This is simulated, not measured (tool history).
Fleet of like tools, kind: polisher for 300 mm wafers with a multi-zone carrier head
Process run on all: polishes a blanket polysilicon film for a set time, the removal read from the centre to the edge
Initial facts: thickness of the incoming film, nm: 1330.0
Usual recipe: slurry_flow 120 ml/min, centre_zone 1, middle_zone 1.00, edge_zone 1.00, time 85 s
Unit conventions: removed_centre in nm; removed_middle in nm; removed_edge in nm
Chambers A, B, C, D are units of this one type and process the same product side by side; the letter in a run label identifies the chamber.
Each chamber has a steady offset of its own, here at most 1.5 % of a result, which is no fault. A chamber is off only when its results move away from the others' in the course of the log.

run   hour  slurry_flow  centre_zone  middle_zone  edge_zone  time  wafers polished on this pad  hours since the slurry nozzle was cleaned  hours since the centre zone pressure was calibrated  hours since the edge zone pressure was calibrated  removed_centre  removed_middle  removed_edge
 1B   14.0          120            1         1.00       1.00    85                         1452                                      176.1                                                109.8                                              508.1          411.14          415.86        407.65
      25.6  -- chamber D: edge zone pressure recalibrated
      26.8  -- chamber B: edge zone pressure recalibrated
 2A   28.5          120            1         1.00       1.00    85                          453                                      158.4                                                740.2                                               90.3          409.51          409.59        423.58
 3C   38.3          120            1         1.00       1.00    85                          524                                      427.5                                               1073.6                                              318.7          420.58          418.90        417.88
      45.8  -- chamber B: worn pad replaced by a new one
 4D   47.8          120            1         1.00       1.00    85                         1286                                      482.0                                                488.9                                               22.2          420.87          418.70        417.49
      54.4  -- chamber D: worn pad replaced by a new one
 5C   59.3          120            1         1.00       1.00    85                          664                                      448.5                                               1094.6                                              339.7          421.70          413.69        412.50
      69.5  -- chamber C: worn pad replaced by a new one
 6B   69.8          120            1         1.00       1.00    85                          160                                      231.9                                                165.6                                               43.0          423.42          419.33        415.95
 7D   79.5          120            1         1.00       1.00    85                          168                                      513.7                                                520.6                                               53.9          416.77          416.26        410.23
 8A   87.7          120            1         1.00       1.00    85                          849                                      217.6                                                799.4                                              149.5          415.77          403.10        418.71
 9D  102.5          120            1         1.00       1.00    85                          321                                      536.7                                                543.6                                               76.9          421.01          418.01        415.88
10B  115.0          120            1         1.00       1.00    85                          462                                      277.1                                                210.8                                               88.2          414.91          412.47        410.24
11C  125.0          120            1         1.00       1.00    85                          371                                      514.2                                               1160.3                                              405.4          414.52          410.53        418.50
12A  134.6          120            1         1.00       1.00    85                         1163                                      264.5                                                846.3                                              196.4          409.78          408.09        416.94
13D  141.6          120            1         1.00       1.00    85                          583                                      575.8                                                582.7                                              116.0          421.46          413.91        415.31
14A  154.7          120            1         1.00       1.00    85                         1297                                      284.6                                                866.4                                              216.5          409.73          407.54        418.99
     167.1  -- chamber A: worn pad replaced by a new one
15B  167.7          120            1         1.00       1.00    85                          814                                      329.8                                                263.5                                              140.9          408.08          411.34        415.12
16C  179.9          120            1         1.00       1.00    85                          737                                      569.1                                               1215.2                                              460.3          415.73          413.26        415.52
17D  186.5          120            1         1.00       1.00    85                          883                                      620.7                                                627.6                                              160.9          433.16          416.03        421.22
18A  199.5          120            1         1.00       1.00    85                          216                                      329.4                                                911.2                                              261.3          411.95          412.01        418.72
     202.2  -- chamber C: worn pad replaced by a new one
     208.9  -- chamber C: slurry nozzle cleaned
19C  209.0           90            1         0.94       1.00    85                           45                                        0.1                                               1244.3                                              489.4          382.03          366.47        395.26
20B  219.0           90            1         0.94       1.00    85                         1157                                      381.1                                                314.8                                              192.2          378.78          363.19        386.50
21B  229.7           90            1         0.94       1.00    85                         1229                                      391.8                                                325.5                                              202.9          372.04          364.82        390.74
     232.2  -- chamber D: worn pad replaced by a new one
22A  236.8           90            1         0.94       1.00    85                          466                                      366.7                                                948.5                                              298.6          376.05          356.88        398.61
23D  248.1          120            1         1.00       0.96    85                          106                                      682.3                                                689.2                                              222.5          431.43          413.03        401.15
     251.2  -- chamber D: slurry nozzle cleaned
     257.9  -- chamber B: worn pad replaced by a new one
24C  259.4          120            1         1.00       0.96    85                          382                                       50.5                                               1294.7                                              539.8          411.61          411.92        404.22
25B  271.6          120            1         1.00       0.96    85                           91                                      433.7                                                367.4                                              244.8          411.12          410.49        403.30
26C  284.3          120            1         1.00       0.96    85                          549                                       75.4                                               1319.6                                              564.7          415.23          417.67        401.07
27A  297.7          120            1         1.00       1.00    85                          873                                      427.6                                               1009.4                                              359.5          416.03          405.94        414.74
28D  304.3          120            1         1.00       1.00    85                          482                                       53.2                                                745.4                                              278.7          432.72          408.67        415.75
     316.4  -- chamber A: slurry nozzle cleaned
29C  318.0          120            1         1.00       1.00    85                          774                                      109.1                                               1353.3                                              598.4          422.05          414.61        406.44
30A  326.1          120            1         1.00       1.00    85                         1062                                        9.7                                               1037.8                                              387.9          409.88          403.90        409.12
31B  336.4          120            1         1.00       1.00    85                          524                                      498.5                                                432.2                                              309.6          415.52          413.41        402.03
32D  348.9          120            1         1.00       1.00    85                          780                                       97.8                                                790.0                                              323.3          447.30          414.70        417.80

Next, all 4 chambers run the settings below, one line each with question marks for the results. What does each chamber give?
33A  359.7          120            1         1.00       1.06    85                                                                                                                                                                                               ?               ?             ?
33B  359.7          120            1         1.00       1.06    85                                                                                                                                                                                               ?               ?             ?
33C  359.7          120            1         1.00       1.06    85                                                                                                                                                                                               ?               ?             ?
33D  359.7          120            1         1.00       1.06    85                                                                                                                                                                                               ?               ?             ?

run  removed_centre  removed_middle  removed_edge
33A          416.48          407.56        426.99
33B          416.38          413.66        434.79
33C          415.48          420.07        422.45
33D          446.88          415.88        423.07

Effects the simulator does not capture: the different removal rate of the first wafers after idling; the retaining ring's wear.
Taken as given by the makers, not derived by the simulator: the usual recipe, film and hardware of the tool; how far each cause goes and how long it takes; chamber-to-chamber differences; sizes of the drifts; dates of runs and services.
